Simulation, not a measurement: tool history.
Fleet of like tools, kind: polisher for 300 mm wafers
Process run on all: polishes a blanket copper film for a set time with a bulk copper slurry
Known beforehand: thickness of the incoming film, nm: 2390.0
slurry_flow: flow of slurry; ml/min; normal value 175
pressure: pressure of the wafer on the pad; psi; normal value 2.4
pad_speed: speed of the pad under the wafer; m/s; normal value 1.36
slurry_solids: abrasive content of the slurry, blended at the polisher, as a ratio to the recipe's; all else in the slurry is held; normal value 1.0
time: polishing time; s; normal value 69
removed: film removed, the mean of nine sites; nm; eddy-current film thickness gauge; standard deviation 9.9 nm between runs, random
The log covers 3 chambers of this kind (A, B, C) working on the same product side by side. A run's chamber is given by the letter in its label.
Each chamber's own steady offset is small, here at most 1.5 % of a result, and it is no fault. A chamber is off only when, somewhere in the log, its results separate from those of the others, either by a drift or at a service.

run   hour  slurry_flow  pressure  pad_speed  slurry_solids  time  wafers polished on this pad  hours since the slurry nozzle was cleaned  hours since the head pressure was calibrated  hours since the slurry blender was calibrated  removed
 1A   12.7          175       2.4       1.36            1.0    69                          148                                      149.3                                         113.8                                          196.5   886.82
 2B   26.3          175       2.4       1.36            1.0    69                          441                                      491.6                                         481.0                                          136.9   894.64
      30.7  -- chamber B: slurry blender recalibrated
 3C   41.9          175       2.4       1.36            1.0    69                          721                                      123.0                                         631.2                                           67.5   875.19
 4C   50.1          175       2.4       1.36            1.0    69                          802                                      131.2                                         639.4                                           75.7   890.98
 5B   58.7          175       2.4       1.66            0.9    69                          761                                      524.0                                         513.4                                           28.0  1076.70
 6A   73.6          175       2.4       1.66            0.9    69                          750                                      210.2                                         174.7                                          257.4  1054.50
 7C   83.9          175       2.4       1.66            0.9    69                         1136                                      165.0                                         673.2                                          109.5  1069.10
 8A   93.8          175       2.4       1.36            1.0    69                          949                                      230.4                                         194.9                                          277.6   900.64
      99.5  -- chamber A: worn pad replaced by a new one
     101.7  -- chamber A: slurry blender recalibrated
 9B  105.6          175       2.4       1.36            1.1    69                         1225                                      570.9                                         560.3                                           74.9   874.61
     108.9  -- chamber C: slurry blender recalibrated
     113.8  -- chamber C: worn pad replaced by a new one
10A  121.1          175       2.4       1.36            1.1    69                          213                                      257.7                                         222.2                                           19.5   902.94
11B  136.6          175       2.4       1.36            1.1    69                         1531                                      601.9                                         591.3                                          105.9   865.80
     147.4  -- chamber C: slurry nozzle cleaned
12C  149.9          175       2.4       1.36            1.0    69                          356                                        2.6                                         739.2                                           41.0   894.33
13C  164.4          175       2.4       1.36            1.0    69                          499                                       17.1                                         753.7                                           55.5   890.31
     170.2  -- chamber B: slurry blender recalibrated
14A  180.3          175       2.4       1.36            1.0    69                          798                                      316.9                                         281.4                                           78.7   864.70
15B  194.2          175       2.4       1.36            1.0    69                         2100                                      659.5                                         648.9                                           24.1   819.48
     204.1  -- chamber A: worn pad replaced by a new one
16C  207.9          175       2.4       1.36            1.0    69                          929                                       60.6                                         797.2                                           99.0   873.53
17B  219.3          130       2.4       1.08            1.0    69                         2348                                      684.6                                         674.0                                           49.2   598.14
18A  232.6          130       2.4       1.08            1.0    69                          281                                      369.2                                         333.7                                          131.0   663.53
19A  245.3          130       2.4       1.08            1.0    69                          407                                      381.9                                         346.4                                          143.7   666.81
     249.8  -- chamber C: worn pad replaced by a new one
20C  252.6          175       2.4       1.36            1.0    69                           28                                      105.3                                         841.9                                          143.7   870.42

Predict what each chamber gives when all 3 of them run the settings below next.
21A  264.1          175       2.4       1.36            1.0    69                                                                                                                                                                             ?
21B  264.1          175       2.4       1.36            1.0    69                                                                                                                                                                             ?
21C  264.1          175       2.4       1.36            1.0    69                                                                                                                                                                             ?

run  removed
21A   877.97
21B   782.23
21C   890.76

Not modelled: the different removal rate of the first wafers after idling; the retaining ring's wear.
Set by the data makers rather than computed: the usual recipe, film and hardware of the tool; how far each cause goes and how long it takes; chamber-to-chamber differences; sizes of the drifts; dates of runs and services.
